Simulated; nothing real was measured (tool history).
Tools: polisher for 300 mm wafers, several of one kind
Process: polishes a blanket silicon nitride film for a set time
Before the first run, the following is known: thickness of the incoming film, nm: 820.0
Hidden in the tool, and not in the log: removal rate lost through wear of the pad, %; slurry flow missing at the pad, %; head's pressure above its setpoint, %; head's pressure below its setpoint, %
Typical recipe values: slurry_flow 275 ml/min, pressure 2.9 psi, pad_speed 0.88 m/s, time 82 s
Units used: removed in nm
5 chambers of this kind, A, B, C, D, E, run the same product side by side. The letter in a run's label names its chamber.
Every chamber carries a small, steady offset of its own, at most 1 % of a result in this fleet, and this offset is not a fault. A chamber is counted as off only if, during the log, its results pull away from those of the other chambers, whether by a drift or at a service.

run	hour	slurry_flow	pressure	pad_speed	time	wafers polished on this pad	hours since the slurry nozzle was cleaned	hours since the head pressure was calibrated	removed
# hour 7.0: chamber B: worn pad replaced by a new one
1D	16.1	275	2.9	0.88	82	108	151.6	214.4	106.100
2B	32.4	275	2.9	0.88	82	160	64.6	107.3	111.450
3A	47.4	275	2.9	0.88	82	542	215.0	529.7	108.000
# hour 58.3: chamber A: slurry nozzle cleaned
4C	60.3	275	2.9	0.88	82	1258	137.2	109.2	106.590
5E	70.1	275	2.9	0.88	82	828	204.2	1127.6	106.340
6A	82.9	275	2.9	0.88	82	766	24.7	565.2	106.820
7B	95.2	275	2.9	0.88	82	557	127.4	170.1	110.360
# hour 95.5: chamber D: worn pad replaced by a new one
# hour 96.0: chamber C: worn pad replaced by a new one
# hour 98.0: chamber A: worn pad replaced by a new one
8C	110.2	275	2.9	0.88	82	90	187.1	159.1	108.450
9E	123.8	275	2.9	0.88	82	1167	257.9	1181.3	104.840
10D	135.3	275	2.9	0.88	82	251	270.8	333.6	104.930
# hour 136.0: chamber E: head pressure recalibrated
11B	142.9	235	2.9	0.88	62	858	175.1	217.8	80.001
# hour 145.1: chamber B: worn pad replaced by a new one
# hour 151.3: chamber E: worn pad replaced by a new one
12D	151.5	235	2.9	0.88	62	354	287.0	349.8	78.986
13A	162.6	235	2.9	0.88	62	407	104.4	644.9	79.716
14E	170.1	235	2.9	0.88	62	118	304.2	34.1	88.303
15C	180.5	235	2.9	0.88	62	533	257.4	229.4	79.136
# hour 184.5: chamber D: worn pad replaced by a new one
16B	187.6	275	2.9	0.88	82	268	219.8	262.5	106.020
17C	195.9	275	2.9	0.88	82	631	272.8	244.8	106.890
18D	206.5	275	2.9	0.88	82	139	342.0	404.8	107.450
# hour 209.1: chamber A: worn pad replaced by a new one
19E	215.3	275	2.9	0.88	82	404	349.4	79.3	117.870
20A	231.0	275	2.9	0.88	82	138	172.8	713.3	107.830
21E	246.7	275	2.9	0.88	82	602	380.8	110.7	118.210
22A	255.6	275	2.9	0.88	82	293	197.4	737.9	105.440
# hour 257.2: chamber C: slurry nozzle cleaned
23C	264.6	275	2.9	0.88	82	1064	7.5	313.5	108.440
# hour 267.0: chamber A: slurry nozzle cleaned
# hour 268.0: chamber B: worn pad replaced by a new one
# hour 271.3: chamber D: worn pad replaced by a new one
24B	273.3	275	2.9	0.88	82	33	305.5	348.2	105.690
25D	281.4	365	2.9	0.88	82	64	416.9	479.7	107.890
# hour 283.6: chamber C: worn pad replaced by a new one
26C	290.6	365	2.9	0.88	82	44	33.5	339.5	110.960
# hour 304.3: chamber A: head pressure recalibrated
27E	306.0	365	2.9	0.88	82	977	440.1	170.0	124.260
28D	318.4	365	2.9	0.88	82	298	453.9	516.7	106.910
29B	331.2	365	2.9	0.88	82	399	363.4	406.1	110.560
# hour 335.5: chamber E: worn pad replaced by a new one
# hour 339.1: chamber A: worn pad replaced by a new one
30A	345.9	275	2.9	0.88	82	43	79.0	41.6	105.100
# hour 348.1: chamber D: worn pad replaced by a new one
31D	360.5	275	2.9	0.88	82	78	496.0	558.8	106.880
32A	371.4	275	2.9	0.88	82	204	104.5	67.1	106.690
33E	385.1	275	2.9	0.88	82	313	519.2	249.1	116.890
# hour 385.9: chamber D: slurry nozzle cleaned
# hour 391.5: chamber B: worn pad replaced by a new one
34C	392.9	275	2.9	0.88	82	690	135.8	441.8	108.790
35B	402.6	310	3.4	0.88	82	70	434.8	477.5	126.590
36C	418.5	310	3.4	0.88	82	852	161.4	467.4	128.500
37D	429.6	310	3.4	0.88	82	514	43.8	627.9	125.470

Next, all 5 chambers run the settings below, one line each with question marks for the results. What does each chamber give?
38A	441.3	275	2.9	0.88	82				?
38B	441.3	275	2.9	0.88	82				?
38C	441.3	275	2.9	0.88	82				?
38D	441.3	275	2.9	0.88	82				?
38E	441.3	275	2.9	0.88	82				?

run	removed
38A	107.640
38B	105.940
38C	109.130
38D	104.140
38E	117.350
